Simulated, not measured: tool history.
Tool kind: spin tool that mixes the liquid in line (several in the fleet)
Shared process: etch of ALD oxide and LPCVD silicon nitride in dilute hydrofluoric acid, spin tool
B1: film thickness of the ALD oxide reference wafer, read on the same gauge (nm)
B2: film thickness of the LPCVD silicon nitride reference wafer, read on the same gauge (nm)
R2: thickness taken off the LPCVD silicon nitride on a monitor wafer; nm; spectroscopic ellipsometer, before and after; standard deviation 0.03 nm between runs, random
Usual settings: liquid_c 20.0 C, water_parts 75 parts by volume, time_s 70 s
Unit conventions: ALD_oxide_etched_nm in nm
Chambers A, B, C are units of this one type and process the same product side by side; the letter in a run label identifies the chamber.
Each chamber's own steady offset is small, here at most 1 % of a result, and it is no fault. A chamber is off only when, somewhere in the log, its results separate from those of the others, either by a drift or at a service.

Run 1A, hour 7.1: usual settings; B1 100.010; B2 79.979. Result: ALD_oxide_etched_nm 13.6890 nm, R2 0.30149 nm.
Run 2B, hour 14.9: usual settings; B1 99.998; B2 80.013. Result: ALD_oxide_etched_nm 13.7930 nm, R2 0.29426 nm.
At hour 18.4: chamber C: hydrofluoric acid flow meter replaced.
Run 3C, hour 21.6: usual settings; B1 100.000; B2 80.027. Result: ALD_oxide_etched_nm 13.7490 nm, R2 0.32231 nm.
Run 4B, hour 30.7: usual settings; B1 99.999; B2 79.991. Result: ALD_oxide_etched_nm 13.7400 nm, R2 0.31082 nm.
Run 5A, hour 36.1: usual settings; B1 100.010; B2 79.997. Result: ALD_oxide_etched_nm 13.6970 nm, R2 0.34203 nm.
Run 6C, hour 43.8: usual settings; B1 99.999; B2 79.981. Result: ALD_oxide_etched_nm 13.7450 nm, R2 0.27767 nm.
Run 7C, hour 49.4: usual settings; B1 100.000; B2 79.982. Result: ALD_oxide_etched_nm 13.7760 nm, R2 0.37108 nm.
Run 8B, hour 60.4: usual settings; B1 99.999; B2 79.969. Result: ALD_oxide_etched_nm 13.7180 nm, R2 0.32141 nm.
Run 9A, hour 67.8: usual settings but water_parts 50 parts by volume, time_s 40 s; B1 100.000; B2 79.994. Result: ALD_oxide_etched_nm 12.0480 nm, R2 0.25864 nm.
Run 10C, hour 76.4: usual settings but water_parts 50 parts by volume, time_s 40 s; B1 100.000; B2 80.031. Result: ALD_oxide_etched_nm 12.0230 nm, R2 0.29708 nm.
Run 11B, hour 84.0: usual settings but water_parts 50 parts by volume, time_s 40 s; B1 100.010; B2 79.965. Result: ALD_oxide_etched_nm 12.1530 nm, R2 0.29850 nm.
Run 12A, hour 94.0: usual settings; B1 99.990; B2 79.982. Result: ALD_oxide_etched_nm 13.6950 nm, R2 0.34596 nm.
Run 13B, hour 103.3: usual settings; B1 99.994; B2 79.997. Result: ALD_oxide_etched_nm 13.7580 nm, R2 0.35296 nm.
Run 14A, hour 112.3: usual settings; B1 99.980; B2 79.981. Result: ALD_oxide_etched_nm 13.6420 nm, R2 0.40607 nm.
Run 15C, hour 117.1: usual settings; B1 100.010; B2 79.981. Result: ALD_oxide_etched_nm 13.8280 nm, R2 0.30437 nm.
Run 16B, hour 124.6: usual settings; B1 99.992; B2 79.984. Result: ALD_oxide_etched_nm 13.7440 nm, R2 0.34584 nm.
At hour 131.2: chamber B: hydrofluoric acid flow meter replaced.
Run 17C, hour 131.6: usual settings; B1 100.000; B2 80.008. Result: ALD_oxide_etched_nm 13.8120 nm, R2 0.37471 nm.
Run 18A, hour 139.7: usual settings; B1 100.010; B2 80.003. Result: ALD_oxide_etched_nm 13.7050 nm, R2 0.34629 nm.
Run 19B, hour 146.5: usual settings but liquid_c 24.5 C; B1 100.000; B2 80.022. Result: ALD_oxide_etched_nm 16.4870 nm, R2 0.45346 nm.
Run 20C, hour 155.8: usual settings but liquid_c 24.5 C; B1 100.000; B2 79.999. Result: ALD_oxide_etched_nm 16.5060 nm, R2 0.41902 nm.
Run 21A, hour 164.9: usual settings but liquid_c 24.5 C; B1 100.000; B2 79.991. Result: ALD_oxide_etched_nm 16.5090 nm, R2 0.42681 nm.
Run 22C, hour 169.7: usual settings; B1 100.000; B2 80.019. Result: ALD_oxide_etched_nm 13.7210 nm, R2 0.34552 nm.
Run 23A, hour 175.2: usual settings; B1 100.010; B2 79.996. Result: ALD_oxide_etched_nm 13.6860 nm, R2 0.29819 nm.
Run 24B, hour 181.1: usual settings; B1 100.030; B2 80.018. Result: ALD_oxide_etched_nm 13.7420 nm, R2 0.31872 nm.
Run 25B, hour 187.3: usual settings; B1 99.995; B2 80.013. Result: ALD_oxide_etched_nm 13.6970 nm, R2 0.33330 nm.
Run 26A, hour 197.4: usual settings but liquid_c 17.0 C; B1 100.000; B2 79.986. Result: ALD_oxide_etched_nm 12.0480 nm, R2 0.26133 nm.
Run 27C, hour 203.7: usual settings but liquid_c 17.0 C; B1 100.000; B2 80.015. Result: ALD_oxide_etched_nm 12.0360 nm, R2 0.27740 nm.
Run 28C, hour 211.1: usual settings but liquid_c 17.0 C; B1 99.982; B2 80.003. Result: ALD_oxide_etched_nm 12.0300 nm, R2 0.26882 nm.
Run 29A, hour 219.1: usual settings; B1 99.988; B2 80.003. Result: ALD_oxide_etched_nm 13.6970 nm, R2 0.36519 nm.
Run 30B, hour 229.1: usual settings; B1 100.010; B2 79.989. Result: ALD_oxide_etched_nm 13.7320 nm, R2 0.29887 nm.
Run 31A, hour 234.8: usual settings; B1 100.000; B2 80.021. Result: ALD_oxide_etched_nm 13.6590 nm, R2 0.31929 nm.
Run 32B, hour 242.6: usual settings; B1 99.995; B2 79.995. Result: ALD_oxide_etched_nm 13.7330 nm, R2 0.31427 nm.
Run 33C, hour 251.9: usual settings; B1 100.000; B2 80.012. Result: ALD_oxide_etched_nm 13.8480 nm, R2 0.37024 nm.
Run 34B, hour 262.7: usual settings; B1 99.999; B2 79.992. Result: ALD_oxide_etched_nm 13.7920 nm, R2 0.36355 nm.
Run 35A, hour 272.2: usual settings; B1 99.987; B2 80.002. Result: ALD_oxide_etched_nm 13.7390 nm, R2 0.34147 nm.
Run 36C, hour 280.9: usual settings; B1 100.010; B2 80.038. Result: ALD_oxide_etched_nm 13.7620 nm, R2 0.32750 nm.
Run 37A, hour 288.1: usual settings; B1 100.000; B2 79.975. Result: ALD_oxide_etched_nm 13.7150 nm, R2 0.30108 nm.
Run 38C, hour 297.2: usual settings; B1 100.010; B2 79.984. Result: ALD_oxide_etched_nm 13.7360 nm, R2 0.31322 nm.
Run 39B, hour 304.3: usual settings but liquid_c 17.0 C; B1 100.000; B2 80.006. Result: ALD_oxide_etched_nm 11.9960 nm, R2 0.26597 nm.
Run 40B, hour 313.6: usual settings but liquid_c 17.0 C; B1 100.000; B2 80.019. Result: ALD_oxide_etched_nm 12.1200 nm, R2 0.23628 nm.
At hour 318.6: chamber A: hydrofluoric acid flow meter replaced.
Run 41C, hour 320.9: usual settings but liquid_c 17.0 C; B1 100.010; B2 80.013. Result: ALD_oxide_etched_nm 12.0950 nm, R2 0.26253 nm.
Run 42A, hour 330.9: usual settings but liquid_c 17.0 C; B1 100.000; B2 80.013. Result: ALD_oxide_etched_nm 12.0720 nm, R2 0.21763 nm.
Run 43A, hour 337.8: usual settings but liquid_c 17.0 C; B1 99.992; B2 79.989. Result: ALD_oxide_etched_nm 12.0550 nm, R2 0.28197 nm.

Read the log: is a single chamber off, either drifting away or since a service, is the gauge that measures every chamber drifting, or is nothing wrong beyond small per-chamber offsets? Name any odd chamber and what most likely caused it.

The fleet is healthy, with each chamber sitting at its usual small offset and no drift in the gauge.

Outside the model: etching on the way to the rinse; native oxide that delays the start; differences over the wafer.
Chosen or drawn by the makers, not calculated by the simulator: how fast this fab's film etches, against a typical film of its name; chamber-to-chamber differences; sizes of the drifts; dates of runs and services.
